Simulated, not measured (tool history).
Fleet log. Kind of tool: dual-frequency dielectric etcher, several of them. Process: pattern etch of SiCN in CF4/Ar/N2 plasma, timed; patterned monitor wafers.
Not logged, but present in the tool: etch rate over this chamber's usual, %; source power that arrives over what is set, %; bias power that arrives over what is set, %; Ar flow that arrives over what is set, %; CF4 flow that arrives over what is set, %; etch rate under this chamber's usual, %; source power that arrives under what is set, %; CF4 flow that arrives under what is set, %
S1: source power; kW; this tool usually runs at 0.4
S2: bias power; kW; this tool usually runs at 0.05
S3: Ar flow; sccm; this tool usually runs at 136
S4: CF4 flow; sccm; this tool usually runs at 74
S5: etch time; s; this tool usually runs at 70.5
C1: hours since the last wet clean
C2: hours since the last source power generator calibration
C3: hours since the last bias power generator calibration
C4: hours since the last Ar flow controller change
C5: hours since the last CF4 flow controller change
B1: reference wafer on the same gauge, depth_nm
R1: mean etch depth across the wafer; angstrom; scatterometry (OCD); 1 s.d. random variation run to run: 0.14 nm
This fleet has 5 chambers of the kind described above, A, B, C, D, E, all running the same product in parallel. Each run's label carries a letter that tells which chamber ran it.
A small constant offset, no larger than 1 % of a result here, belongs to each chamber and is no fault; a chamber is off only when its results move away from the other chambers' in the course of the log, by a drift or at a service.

run     day    S1    S2   S3  S4    S5     C1      C2      C3      C4      C5      B1      R1
      0.417  -- chamber D: wet clean of the chamber
 1D   0.467   0.4  0.05  136  74  70.5    1.2    1280  1559.8   171.8  2955.6  49.356  465.74
      0.746  -- chamber C: CF4 flow controller replaced
 2C    0.75   0.4  0.05  136  74  70.5  370.5  1023.4  2437.6   473.7     0.1  49.339  462.79
 3B   1.229   0.4  0.05  136  74  70.5  524.7    68.9  1012.1   391.2  3318.1  49.297  463.45
 4E   1.508   0.4  0.05  136  74  70.5  338.3  2509.8  1318.5   855.8   456.5  49.311  463.63
 5A     1.8   0.4  0.05  136  74  70.5  269.1  1360.8    3382  4848.1  3618.2  49.287  466.21
 6E   2.096   0.4  0.05  136  74  70.5  352.4  2523.9  1332.6   869.9   470.6  49.282     464
 7A   2.683   0.4  0.05  136  74  70.5  290.3    1382  3403.2  4869.3  3639.4    49.3  469.44
 8D   3.204   0.4  0.05  136  74  70.5   66.9  1345.7  1625.5   237.5  3021.3  49.294  467.64
      3.367  -- chamber E: wet clean of the chamber
 9C   3.708   0.4  0.05  136  74    86  441.5  1094.4  2508.6   544.7    71.1  49.324  563.11
10B   4.096   0.4  0.05  136  74    86  593.5   137.7  1080.9     460  3386.9  49.292  562.68
11E   4.571   0.4  0.05  136  74    86     29  2583.3    1392   929.3     530  49.306  568.07
12B   5.042   0.4  0.05  136  74    86  616.2   160.4  1103.6   482.7  3409.6  49.266  563.39
13C   5.338   0.4  0.05  136  74    86  480.6  1133.5  2547.7   583.8   110.2  49.334  561.75
14A   5.683  0.32  0.05  136  74  56.5  362.3    1454  3475.2  4941.3  3711.4  49.297  305.86
15D   6.262  0.32  0.05  136  74  56.5  140.3  1419.1  1698.9   310.9  3094.7  49.325  305.53
       6.35  -- chamber B: wet clean of the chamber
16A   6.633  0.32  0.05  136  74  56.5  385.1  1476.8    3498  4964.1  3734.2  49.337  307.97
17B   7.221  0.32  0.05  136  74  56.5     21   212.7  1155.9     535  3461.9  49.311   304.7
18E   7.633  0.32  0.05  136  74  56.5  102.5  2656.8  1465.5  1002.8   603.5  49.282  304.53
19C   8.267   0.4  0.05  136  74  70.5  550.9  1203.8    2618   654.1   180.5   49.25  458.28
      8.633  -- chamber E: source power generator calibrated
20D   8.854   0.4  0.05  136  74  70.5  202.5  1481.3  1761.1   373.1  3156.9   49.34   467.8
21D     9.2   0.4  0.05  136  74  70.5  210.8  1489.6  1769.4   381.4  3165.2  49.301  468.79
22A   9.542   0.4  0.05  136  74  70.5  454.9  1546.6  3567.8  5033.9    3804  49.293  468.45
        9.7  -- chamber A: wet clean of the chamber
23C  10.017   0.4  0.05  136  74  70.5  592.9  1245.8    2660   696.1   222.5  49.325  455.01
24B  10.312   0.4  0.05  136  74  70.5   95.2   286.9  1230.1   609.2  3536.1  49.289  464.21
25E  10.758   0.4  0.05  136  74  70.5  177.5    51.1  1540.5  1077.8   678.5  49.259  462.15
26E  11.142   0.4  0.05  136  74  70.5  186.7    60.3  1549.7    1087   687.7  49.302  465.75
27A  11.558   0.4  0.05  136  74  70.5   44.7    1595  3616.2  5082.3  3852.4  49.279  468.28
28D   11.85   0.4  0.05  136  74  70.5  274.4  1553.2    1833     445  3228.8  49.326     468
29C   12.15   0.4  0.06  136  74  70.5  644.1    1297  2711.2   747.3   273.7  49.282  483.91
30B  12.788   0.4  0.06  136  74  70.5  154.6   346.3  1289.5   668.6  3595.5   49.25  493.77
31E    13.4   0.4  0.06  136  74  70.5  240.9   114.5  1603.9  1141.2   741.9  49.369  493.21
32D  13.875   0.4  0.06  136  74  70.5    323  1601.8  1881.6   493.6  3277.4  49.327  498.71
33A  14.233   0.4  0.06  136  74  70.5  108.9  1659.2  3680.4  5146.5  3916.6  49.317  498.16
34C  14.796   0.4  0.05  136  74  70.5  707.6  1360.5  2774.7   810.8   337.2  49.323  450.07
35B  15.179   0.4  0.05  136  74  70.5    212   403.7  1346.9     726  3652.9  49.306  463.27
36C  15.496   0.4  0.05  136  74  70.5  724.4  1377.3  2791.5   827.6     354  49.297  452.34

Each of the 5 chambers runs these same settings next. Fill in every chamber's results:
37A  15.95  0.4  0.05  136  74  70.5                           ?
37B  15.95  0.4  0.05  136  74  70.5                           ?
37C  15.95  0.4  0.05  136  74  70.5                           ?
37D  15.95  0.4  0.05  136  74  70.5                           ?
37E  15.95  0.4  0.05  136  74  70.5                           ?

run      R1
37A  466.13
37B  463.57
37C  450.19
37D  467.43
37E  465.11
